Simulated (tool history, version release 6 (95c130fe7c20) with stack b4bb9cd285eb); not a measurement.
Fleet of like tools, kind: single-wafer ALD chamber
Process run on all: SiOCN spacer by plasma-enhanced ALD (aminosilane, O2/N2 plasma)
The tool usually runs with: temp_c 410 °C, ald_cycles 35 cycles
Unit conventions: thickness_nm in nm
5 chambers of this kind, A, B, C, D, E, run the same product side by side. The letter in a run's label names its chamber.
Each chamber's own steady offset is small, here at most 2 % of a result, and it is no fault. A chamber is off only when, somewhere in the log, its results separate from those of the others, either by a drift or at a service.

run,hour,temp_c,ald_cycles,hours since the last thermocouple change,"read-back reference wafer on the same gauge, thickness_nm",thickness_nm
1E,4.1,410,35,729.3,1.9498,2.0178
2B,9.8,410,35,1161.2,1.9510,2.0511
3A,14.6,410,35,1052.2,1.9513,2.0467
4D,17.2,410,35,892.4,1.9515,2.0574
5C,20.8,410,35,1606.1,1.9510,2.0643
6D,25.0,410,40,900.2,1.9526,2.3549
7A,29.6,410,40,1067.2,1.9532,2.3448
8B,32.4,410,40,1183.8,1.9531,2.3494
9E,36.1,410,40,761.3,1.9527,2.2982
10C,42.1,410,40,1627.4,1.9528,2.3636
11C,47.2,410,35,1632.5,1.9536,2.0692
12A,51.4,410,35,1089.0,1.9539,2.0441
13D,57.4,396,40,932.6,1.9540,2.4374
14B,61.0,396,40,1212.4,1.9546,2.4281
15E,64.9,396,40,790.1,1.9554,2.3803
16A,68.5,396,40,1106.1,1.9560,2.4138
17B,72.1,396,40,1223.5,1.9566,2.4214
18D,77.9,410,35,953.1,1.9563,2.0681
19C,82.0,410,35,1667.3,1.9570,2.0724
20E,87.6,410,35,812.8,1.9577,2.0178
21E,93.1,410,35,818.3,1.9575,2.0202
22C,98.8,410,35,1684.1,1.9579,2.0680
23D,104.8,410,35,980.0,1.9590,2.0678
24B,110.4,410,35,1261.8,1.9598,2.0641
25A,114.9,410,35,1152.5,1.9591,2.0563
# hour 117.1: chamber C: thermocouple changed; heater temperature recalibrated
26A,118.3,410,35,1155.9,1.9598,2.0493
27B,121.4,418,35,1272.8,1.9600,2.0121
28C,124.8,418,35,7.8,1.9603,2.0162
29E,127.4,418,35,852.6,1.9608,1.9761
30D,132.5,418,35,1007.7,1.9614,2.0258
31B,138.3,418,35,1289.7,1.9623,2.0142
32E,142.4,410,35,867.6,1.9618,2.0218
33D,145.1,410,35,1020.3,1.9634,2.0752
34A,148.5,410,35,1186.1,1.9630,2.0517

What goes on in this fleet: one chamber off, a drifting gauge, or nothing beyond the chambers' own small offsets? Name the chamber and the cause, if any.

The shared gauge is drifting. All chambers look as if they move in step, but none is off.
Likeliest cause: gauge reads high (%) = 0.667.

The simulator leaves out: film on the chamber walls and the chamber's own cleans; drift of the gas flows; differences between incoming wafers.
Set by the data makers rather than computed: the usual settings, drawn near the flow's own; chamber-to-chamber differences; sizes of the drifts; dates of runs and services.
